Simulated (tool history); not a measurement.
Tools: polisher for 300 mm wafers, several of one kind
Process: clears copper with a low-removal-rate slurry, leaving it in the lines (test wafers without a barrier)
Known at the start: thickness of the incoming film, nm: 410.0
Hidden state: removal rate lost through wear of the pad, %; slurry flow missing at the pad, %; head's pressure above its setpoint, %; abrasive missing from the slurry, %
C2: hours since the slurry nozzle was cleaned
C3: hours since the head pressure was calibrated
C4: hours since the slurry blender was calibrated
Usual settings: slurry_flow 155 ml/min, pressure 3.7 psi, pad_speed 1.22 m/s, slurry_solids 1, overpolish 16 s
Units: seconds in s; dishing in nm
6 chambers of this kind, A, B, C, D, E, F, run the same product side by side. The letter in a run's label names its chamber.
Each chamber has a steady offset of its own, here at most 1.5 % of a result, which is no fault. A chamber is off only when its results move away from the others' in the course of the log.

-- day=0.017 chamber E: slurry nozzle cleaned
-- day=0.058 chamber B: worn pad replaced by a new one
run 1C day=0.175 | slurry_flow=155 pressure=3.7 pad_speed=1.22 slurry_solids=1 overpolish=16 | wafers_polished_on_this_pad=497 C2=790.1 C3=653.2 C4=97.4 | seconds=81.219 dishing=25.223
run 2E day=0.371 | slurry_flow=155 pressure=3.7 pad_speed=1.22 slurry_solids=1 overpolish=16 | wafers_polished_on_this_pad=492 C2=8.5 C3=1087.3 C4=160.7 | seconds=82.265 dishing=25.018
-- day=0.379 chamber F: worn pad replaced by a new one
run 3A day=0.725 | slurry_flow=155 pressure=3.7 pad_speed=1.22 slurry_solids=1 overpolish=16 | wafers_polished_on_this_pad=641 C2=136.9 C3=516.4 C4=182.1 | seconds=81.825 dishing=25.583
-- day=0.954 chamber E: worn pad replaced by a new one
run 4B day=0.954 | slurry_flow=155 pressure=3.7 pad_speed=1.22 slurry_solids=1 overpolish=16 | wafers_polished_on_this_pad=264 C2=388.9 C3=264.1 C4=206.7 | seconds=84.127 dishing=25.897
-- day=1.05 chamber C: slurry nozzle cleaned
run 5D day=1.267 | slurry_flow=155 pressure=3.7 pad_speed=1.22 slurry_solids=1 overpolish=16 | wafers_polished_on_this_pad=508 C2=500.7 C3=926.9 C4=31.2 | seconds=82.611 dishing=25.349
-- day=1.492 chamber C: worn pad replaced by a new one
run 6F day=1.5 | slurry_flow=155 pressure=3.7 pad_speed=1.22 slurry_solids=1 overpolish=16 | wafers_polished_on_this_pad=331 C2=175.1 C3=144.6 C4=109.9 | seconds=83.135 dishing=25.227
run 7D day=1.729 | slurry_flow=155 pressure=3.7 pad_speed=1.22 slurry_solids=1 overpolish=16 | wafers_polished_on_this_pad=645 C2=511.8 C3=938 C4=42.3 | seconds=82.642 dishing=25.136
-- day=1.912 chamber E: slurry blender recalibrated
run 8F day=2.046 | slurry_flow=155 pressure=3.7 pad_speed=1.22 slurry_solids=1 overpolish=16 | wafers_polished_on_this_pad=492 C2=188.2 C3=157.7 C4=123 | seconds=83.531 dishing=25.062
-- day=2.292 chamber D: slurry nozzle cleaned
run 9E day=2.329 | slurry_flow=155 pressure=3.7 pad_speed=1.22 slurry_solids=1 overpolish=16 | wafers_polished_on_this_pad=405 C2=55.5 C3=1134.3 C4=10 | seconds=84.827 dishing=25.826
-- day=2.342 chamber A: slurry blender recalibrated
-- day=2.425 chamber B: worn pad replaced by a new one
run 10C day=2.496 | slurry_flow=155 pressure=3.7 pad_speed=1.22 slurry_solids=1 overpolish=16 | wafers_polished_on_this_pad=296 C2=34.7 C3=708.9 C4=153.1 | seconds=81.895 dishing=25.487
-- day=2.775 chamber C: slurry blender recalibrated
run 11B day=2.8 | slurry_flow=155 pressure=3.7 pad_speed=1.22 slurry_solids=1 overpolish=16 | wafers_polished_on_this_pad=111 C2=433.2 C3=308.4 C4=251 | seconds=83.254 dishing=25.475
-- day=2.921 chamber F: worn pad replaced by a new one
-- day=3.038 chamber E: worn pad replaced by a new one
run 12A day=3.104 | slurry_flow=155 pressure=3.7 pad_speed=1.22 slurry_solids=1 overpolish=16 | wafers_polished_on_this_pad=1343 C2=194 C3=573.5 C4=18.4 | seconds=82.629 dishing=25.157
run 13E day=3.433 | slurry_flow=155 pressure=3.7 pad_speed=1.22 slurry_solids=1 overpolish=16 | wafers_polished_on_this_pad=117 C2=82 C3=1160.8 C4=36.5 | seconds=82.336 dishing=25.393
run 14C day=3.742 | slurry_flow=155 pressure=3.7 pad_speed=1.22 slurry_solids=1 overpolish=16 | wafers_polished_on_this_pad=663 C2=64.6 C3=738.8 C4=23.2 | seconds=81.669 dishing=25.18
-- day=3.779 chamber C: worn pad replaced by a new one
run 15F day=3.971 | slurry_flow=155 pressure=3.7 pad_speed=1.22 slurry_solids=1 overpolish=16 | wafers_polished_on_this_pad=309 C2=234.4 C3=203.9 C4=169.2 | seconds=82.007 dishing=25.063
-- day=3.992 chamber A: worn pad replaced by a new one
run 16B day=4.2 | slurry_flow=155 pressure=3.7 pad_speed=1.22 slurry_solids=1 overpolish=16 | wafers_polished_on_this_pad=524 C2=466.8 C3=342 C4=284.6 | seconds=82.999 dishing=25.785
-- day=4.329 chamber D: worn pad replaced by a new one
-- day=4.392 chamber B: slurry nozzle cleaned
-- day=4.521 chamber B: worn pad replaced by a new one
run 17D day=4.529 | slurry_flow=105 pressure=2.9 pad_speed=1.22 slurry_solids=1 overpolish=16 | wafers_polished_on_this_pad=59 C2=53.7 C3=1005.2 C4=109.5 | seconds=113.19 dishing=22.274
run 18A day=4.696 | slurry_flow=105 pressure=2.9 pad_speed=1.22 slurry_solids=1 overpolish=16 | wafers_polished_on_this_pad=208 C2=232.2 C3=611.7 C4=56.6 | seconds=112.13 dishing=22.812
run 19B day=4.867 | slurry_flow=105 pressure=2.9 pad_speed=1.22 slurry_solids=1 overpolish=16 | wafers_polished_on_this_pad=102 C2=11.5 C3=358 C4=300.6 | seconds=114.09 dishing=22.789
run 20F day=5.208 | slurry_flow=105 pressure=2.9 pad_speed=1.22 slurry_solids=1 overpolish=16 | wafers_polished_on_this_pad=675 C2=264.1 C3=233.6 C4=198.9 | seconds=114.59 dishing=22.28
-- day=5.225 chamber F: worn pad replaced by a new one
-- day=5.25 chamber E: worn pad replaced by a new one
run 21C day=5.529 | slurry_flow=105 pressure=2.9 pad_speed=1.22 slurry_solids=1 overpolish=16 | wafers_polished_on_this_pad=516 C2=107.5 C3=781.7 C4=66.1 | seconds=112.29 dishing=22.24
-- day=5.75 chamber F: slurry blender recalibrated
run 22E day=5.821 | slurry_flow=105 pressure=2.9 pad_speed=1.22 slurry_solids=1 overpolish=16 | wafers_polished_on_this_pad=169 C2=139.3 C3=1218.1 C4=93.8 | seconds=113.56 dishing=22.463
-- day=6.071 chamber C: worn pad replaced by a new one
run 23A day=6.075 | slurry_flow=155 pressure=3.7 pad_speed=1.22 slurry_solids=1 overpolish=16 | wafers_polished_on_this_pad=615 C2=265.3 C3=644.8 C4=89.7 | seconds=83.581 dishing=25.627
run 24D day=6.342 | slurry_flow=155 pressure=3.7 pad_speed=1.22 slurry_solids=1 overpolish=16 | wafers_polished_on_this_pad=594 C2=97.2 C3=1048.7 C4=153 | seconds=83.05 dishing=25.363
run 25E day=6.5 | slurry_flow=155 pressure=3.7 pad_speed=1.22 slurry_solids=1 overpolish=16 | wafers_polished_on_this_pad=369 C2=155.6 C3=1234.4 C4=110.1 | seconds=83.421 dishing=25.61
run 26F day=6.671 | slurry_flow=155 pressure=3.7 pad_speed=1.34 slurry_solids=1 overpolish=16 | wafers_polished_on_this_pad=426 C2=299.2 C3=268.7 C4=22.2 | seconds=75.363 dishing=25.851
-- day=6.679 chamber E: head pressure recalibrated
-- day=6.746 chamber B: worn pad replaced by a new one
run 27B day=7.004 | slurry_flow=155 pressure=3.7 pad_speed=1.34 slurry_solids=1 overpolish=16 | wafers_polished_on_this_pad=76 C2=62.8 C3=409.3 C4=351.9 | seconds=75.767 dishing=26.291
-- day=7.188 chamber B: head pressure recalibrated
run 28A day=7.238 | slurry_flow=155 pressure=3.7 pad_speed=1.34 slurry_solids=1 overpolish=16 | wafers_polished_on_this_pad=958 C2=293.2 C3=672.7 C4=117.6 | seconds=74.94 dishing=26.588
-- day=7.338 chamber F: worn pad replaced by a new one
-- day=7.396 chamber E: worn pad replaced by a new one
run 29C day=7.525 | slurry_flow=155 pressure=3.7 pad_speed=1.34 slurry_solids=1 overpolish=16 | wafers_polished_on_this_pad=429 C2=155.4 C3=829.6 C4=114 | seconds=75.167 dishing=25.898
run 30D day=7.758 | slurry_flow=155 pressure=3.7 pad_speed=1.34 slurry_solids=1 overpolish=16 | wafers_polished_on_this_pad=1012 C2=131.2 C3=1082.7 C4=187 | seconds=75.952 dishing=25.396
-- day=7.938 chamber D: worn pad replaced by a new one
run 31C day=8.05 | slurry_flow=155 pressure=3.7 pad_speed=1.34 slurry_solids=1 overpolish=16 | wafers_polished_on_this_pad=584 C2=168 C3=842.2 C4=126.6 | seconds=75.109 dishing=26.211
run 32A day=8.392 | slurry_flow=155 pressure=3.7 pad_speed=1.22 slurry_solids=1 overpolish=16 | wafers_polished_on_this_pad=1299 C2=320.9 C3=700.4 C4=145.3 | seconds=82.45 dishing=25.582
run 33F day=8.733 | slurry_flow=155 pressure=3.7 pad_speed=1.22 slurry_solids=1 overpolish=16 | wafers_polished_on_this_pad=412 C2=348.7 C3=318.2 C4=71.7 | seconds=83.297 dishing=25.071
-- day=8.746 chamber A: worn pad replaced by a new one
run 34B day=9.046 | slurry_flow=155 pressure=3.7 pad_speed=1.22 slurry_solids=1 overpolish=16 | wafers_polished_on_this_pad=678 C2=111.8 C3=44.6 C4=400.9 | seconds=82.255 dishing=25.711
-- day=9.058 chamber C: worn pad replaced by a new one
-- day=9.238 chamber A: head pressure recalibrated
-- day=9.317 chamber B: worn pad replaced by a new one
run 35D day=9.333 | slurry_flow=155 pressure=3.7 pad_speed=1.22 slurry_solids=1 overpolish=16 | wafers_polished_on_this_pad=412 C2=169 C3=1120.5 C4=224.8 | seconds=83.42 dishing=25.844
-- day=9.567 chamber C: slurry blender recalibrated
-- day=9.625 chamber E: slurry blender recalibrated
-- day=9.642 chamber E: worn pad replaced by a new one
run 36E day=9.679 | slurry_flow=205 pressure=3.7 pad_speed=1.6 slurry_solids=1 overpolish=16 | wafers_polished_on_this_pad=11 C2=231.9 C3=72.1 C4=1.4 | seconds=60.523 dishing=27.101
-- day=9.858 chamber F: worn pad replaced by a new one
run 37D day=10.025 | slurry_flow=205 pressure=3.7 pad_speed=1.6 slurry_solids=1 overpolish=16 | wafers_polished_on_this_pad=616 C2=185.6 C3=1137.1 C4=241.4 | seconds=59.891 dishing=27.8
run 38E day=10.367 | slurry_flow=205 pressure=3.7 pad_speed=1.6 slurry_solids=1 overpolish=16 | wafers_polished_on_this_pad=214 C2=248.4 C3=88.6 C4=17.9 | seconds=60.646 dishing=26.864
run 39B day=10.617 | slurry_flow=205 pressure=3.7 pad_speed=1.6 slurry_solids=1 overpolish=16 | wafers_polished_on_this_pad=383 C2=149.5 C3=82.3 C4=438.6 | seconds=61.116 dishing=27.257
-- day=10.846 chamber F: slurry nozzle cleaned
run 40F day=10.933 | slurry_flow=205 pressure=3.7 pad_speed=1.6 slurry_solids=1 overpolish=16 | wafers_polished_on_this_pad=317 C2=2.2 C3=371 C4=124.5 | seconds=60.597 dishing=27.315
run 41C day=11.246 | slurry_flow=205 pressure=3.7 pad_speed=1.6 slurry_solids=1 overpolish=16 | wafers_polished_on_this_pad=646 C2=244.7 C3=918.9 C4=40.4 | seconds=61.11 dishing=26.805
-- day=11.258 chamber D: head pressure recalibrated
run 42A day=11.442 | slurry_flow=200 pressure=3.7 pad_speed=1.22 slurry_solids=1 overpolish=16 | wafers_polished_on_this_pad=795 C2=394.1 C3=53 C4=218.5 | seconds=78.139 dishing=26.058
run 43D day=11.671 | slurry_flow=200 pressure=3.7 pad_speed=1.22 slurry_solids=1 overpolish=16 | wafers_polished_on_this_pad=1101 C2=225.1 C3=10 C4=280.9 | seconds=79.756 dishing=25.762

What goes on in this fleet: one chamber off, a drifting gauge, or nothing beyond the chambers' own small offsets? Name the chamber and the cause, if any.

No chamber stands off beyond its own small offset, and the gauge holds steady.
